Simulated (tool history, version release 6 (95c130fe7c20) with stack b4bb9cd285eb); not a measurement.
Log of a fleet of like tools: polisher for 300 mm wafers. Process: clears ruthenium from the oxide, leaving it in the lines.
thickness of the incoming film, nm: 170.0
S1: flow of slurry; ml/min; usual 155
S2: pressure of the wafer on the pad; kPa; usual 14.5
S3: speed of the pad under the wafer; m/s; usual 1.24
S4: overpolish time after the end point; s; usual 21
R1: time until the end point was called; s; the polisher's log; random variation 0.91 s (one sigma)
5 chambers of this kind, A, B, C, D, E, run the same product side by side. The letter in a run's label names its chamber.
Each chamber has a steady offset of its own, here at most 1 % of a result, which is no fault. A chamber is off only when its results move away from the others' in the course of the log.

| run | hour | S1 | S2 | S3 | S4 | R1 |
|---|---|---|---|---|---|---|
| 1C | 6.5 | 155 | 14.5 | 1.24 | 21 | 101.450 |
| 2D | 12.9 | 155 | 14.5 | 1.24 | 21 | 98.981 |
| 3A | 16.5 | 155 | 14.5 | 1.24 | 21 | 100.410 |
| 4B | 22.7 | 155 | 14.5 | 1.24 | 21 | 99.320 |
|  | 27.4 | chamber D: worn pad replaced by a new one |
| 5E | 29.0 | 105 | 14.5 | 1.24 | 21 | 108.920 |
| 6A | 34.7 | 105 | 14.5 | 1.24 | 21 | 108.880 |
| 7D | 41.8 | 105 | 14.5 | 1.24 | 21 | 108.120 |
|  | 44.5 | chamber A: head pressure recalibrated |
|  | 45.3 | chamber A: slurry nozzle cleaned |
| 8E | 49.5 | 105 | 14.5 | 1.24 | 21 | 108.080 |
| 9C | 54.4 | 105 | 14.5 | 1.24 | 21 | 110.400 |
| 10B | 60.9 | 155 | 14.5 | 1.24 | 21 | 101.350 |
| 11A | 66.4 | 125 | 14.5 | 1.60 | 21 | 79.823 |
| 12D | 71.4 | 125 | 14.5 | 1.60 | 21 | 80.796 |
|  | 77.6 | chamber C: worn pad replaced by a new one |
| 13C | 77.6 | 125 | 14.5 | 1.60 | 21 | 81.199 |
| 14E | 83.2 | 125 | 14.5 | 1.60 | 21 | 81.737 |
|  | 86.7 | chamber B: slurry nozzle cleaned |
| 15B | 90.7 | 125 | 14.5 | 1.60 | 21 | 81.521 |
| 16B | 94.5 | 155 | 14.5 | 1.24 | 21 | 100.040 |
| 17E | 101.0 | 155 | 14.5 | 1.24 | 21 | 100.970 |
| 18C | 106.8 | 120 | 14.5 | 1.40 | 21 | 93.561 |
|  | 109.6 | chamber A: worn pad replaced by a new one |
| 19D | 112.3 | 120 | 14.5 | 1.40 | 21 | 93.387 |
| 20A | 118.3 | 120 | 14.5 | 1.40 | 21 | 93.661 |
|  | 118.7 | chamber C: slurry nozzle cleaned |
|  | 122.7 | chamber E: worn pad replaced by a new one |
| 21A | 123.2 | 120 | 14.5 | 1.40 | 21 | 92.256 |
| 22C | 127.2 | 120 | 14.5 | 1.40 | 21 | 92.702 |
| 23B | 134.8 | 155 | 14.5 | 1.24 | 21 | 101.050 |
| 24D | 139.6 | 155 | 14.5 | 1.24 | 21 | 99.863 |
|  | 140.5 | chamber D: slurry nozzle cleaned |
| 25E | 145.6 | 155 | 14.5 | 1.24 | 21 | 102.160 |
| 26A | 151.6 | 155 | 14.5 | 1.24 | 21 | 99.080 |
|  | 156.5 | chamber C: head pressure recalibrated |
| 27B | 157.4 | 155 | 14.5 | 1.24 | 21 | 100.270 |
| 28E | 163.4 | 155 | 14.5 | 1.24 | 21 | 101.180 |
| 29D | 169.9 | 155 | 14.5 | 1.24 | 21 | 99.829 |
| 30C | 176.8 | 155 | 14.5 | 1.24 | 21 | 100.190 |
| 31C | 183.7 | 155 | 14.5 | 1.24 | 21 | 100.690 |
| 32B | 188.5 | 115 | 14.5 | 1.24 | 30 | 105.730 |
| 33A | 196.1 | 115 | 14.5 | 1.24 | 30 | 107.190 |
| 34D | 199.9 | 115 | 14.5 | 1.24 | 30 | 107.550 |
|  | 200.1 | chamber B: worn pad replaced by a new one |
| 35E | 203.5 | 115 | 14.5 | 1.24 | 30 | 106.310 |
| 36A | 206.8 | 115 | 14.5 | 1.24 | 30 | 106.730 |
| 37C | 212.3 | 155 | 14.5 | 1.24 | 21 | 99.702 |
| 38D | 219.3 | 155 | 14.5 | 1.24 | 21 | 100.740 |
| 39B | 227.0 | 155 | 14.5 | 1.24 | 21 | 99.144 |
| 40E | 233.6 | 155 | 16.5 | 1.24 | 15 | 88.079 |
| 41A | 237.5 | 155 | 16.5 | 1.24 | 15 | 87.004 |
| 42D | 244.4 | 155 | 16.5 | 1.24 | 15 | 88.898 |
|  | 249.6 | chamber C: worn pad replaced by a new one |
| 43C | 249.6 | 155 | 16.5 | 1.24 | 15 | 87.284 |
| 44B | 252.9 | 155 | 16.5 | 1.24 | 15 | 87.194 |

What goes on in this fleet: one chamber off, a drifting gauge, or nothing beyond the chambers' own small offsets? Name the chamber and the cause, if any.

No chamber stands off beyond its own small offset, and the gauge holds steady.
